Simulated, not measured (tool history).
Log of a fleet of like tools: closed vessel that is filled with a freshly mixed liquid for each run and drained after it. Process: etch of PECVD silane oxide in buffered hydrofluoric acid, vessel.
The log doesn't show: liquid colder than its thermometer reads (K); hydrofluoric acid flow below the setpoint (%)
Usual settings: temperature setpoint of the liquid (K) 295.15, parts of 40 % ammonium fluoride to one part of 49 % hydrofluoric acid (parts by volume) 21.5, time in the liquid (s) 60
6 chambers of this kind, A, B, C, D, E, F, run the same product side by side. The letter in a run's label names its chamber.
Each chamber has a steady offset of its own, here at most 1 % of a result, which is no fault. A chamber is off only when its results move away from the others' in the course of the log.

run,hour,temperature setpoint of the liquid (K),parts of 40 % ammonium fluoride to one part of 49 % hydrofluoric acid (parts by volume),time in the liquid (s),hours since the thermometer was replaced,hours since the hydrofluoric acid flow meter was replaced,"read-back film thickness of the PECVD silane oxide reference wafer, read on the same gauge (nm)",thickness taken off the PECVD silane oxide on a monitor wafer (angstrom)
1F,5.6,295.15,21.5,60,1300.7,701.8,80.015,619.99
2E,18.1,295.15,21.5,60,718.5,332.6,80.009,620.73
3C,26.6,295.15,21.5,60,386.7,803.1,79.98,621.88
4B,34.5,295.15,21.5,60,411.4,2372.3,79.99,619.8
5A,45.3,292.15,26.5,60,563.6,478,80.015,453.28
6D,51.1,292.15,26.5,60,743.9,922.7,80.023,458.2
7A,61.6,292.15,26.5,60,579.9,494.3,79.999,450.28
8E,73.2,292.15,26.5,60,773.6,387.7,79.967,448.95
9C,86,292.15,26.5,60,446.1,862.5,79.97,456.12
10F,92,292.15,26.5,60,1387.1,788.2,79.975,451.63
11D,99,295.15,21.5,60,791.8,970.6,79.978,628.64
# hour 107.2: chamber A: thermometer replaced
12B,108.1,295.15,21.5,60,485,2445.9,80.028,625.33
13E,116.4,295.15,21.5,60,816.8,430.9,80.038,619.54
14C,126.3,295.15,21.5,60,486.4,902.8,80.029,620.78
15A,139.2,295.15,21.5,60,32.1,571.9,79.959,615.66
16D,151.7,295.15,21.5,60,844.5,1023.3,79.971,625.16
17B,158,295.15,21.5,60,534.9,2495.8,80.023,618.75
18F,164.2,295.15,21.5,60,1459.3,860.4,80.005,605.23
19F,174.4,297.15,29,60,1469.5,870.6,79.992,547.93
20D,181.2,297.15,29,60,874,1052.8,79.976,569.45
21A,190.8,297.15,29,60,83.7,623.5,79.994,562.95
22E,199.7,297.15,29,60,900.1,514.2,79.992,556.34
23C,208.8,297.15,29,60,568.9,985.3,79.979,571.42
# hour 211: chamber E: hydrofluoric acid flow meter replaced
24B,218.4,297.15,29,60,595.3,2556.2,79.977,567.03
25A,225,295.15,21.5,60,117.9,657.7,79.974,620.35
26B,231.7,295.15,21.5,60,608.6,2569.5,80.003,624.22
27C,243.7,295.15,21.5,60,603.8,1020.2,79.993,620.42
28F,254.2,295.15,21.5,60,1549.3,950.4,79.981,600.05
29E,266.3,295.15,21.5,60,966.7,55.3,80.012,617.94
30D,274.3,299.15,21.5,30,967.1,1145.9,79.992,389.96
# hour 278.5: chamber B: hydrofluoric acid flow meter replaced
31F,283.7,299.15,21.5,30,1578.8,979.9,80.001,366.07
32E,295.3,299.15,21.5,30,995.7,84.3,80.026,383.02
33D,302,299.15,21.5,30,994.8,1173.6,79.997,389.1
34B,308.6,299.15,21.5,30,685.5,30.1,80,386.63
35A,317.6,299.15,21.5,30,210.5,750.3,79.957,384.92
# hour 320.6: chamber B: thermometer replaced
36C,325.7,295.15,21.5,60,685.8,1102.2,79.987,622.1
37A,334.2,295.15,21.5,60,227.1,766.9,79.991,617.92
38B,346.8,295.15,21.5,60,26.3,68.3,80.007,619.49
39E,357.7,295.15,21.5,60,1058.1,146.7,80.01,616.67

All 6 chambers run these settings next. Forecast each chamber's results:
40A,367,295.15,21.5,60,,,,?
40B,367,295.15,21.5,60,,,,?
40C,367,295.15,21.5,60,,,,?
40D,367,295.15,21.5,60,,,,?
40E,367,295.15,21.5,60,,,,?
40F,367,295.15,21.5,60,,,,?

run,thickness taken off the PECVD silane oxide on a monitor wafer (angstrom)
40A,614.61
40B,622.01
40C,623.95
40D,625.07
40E,613.51
40F,583.47
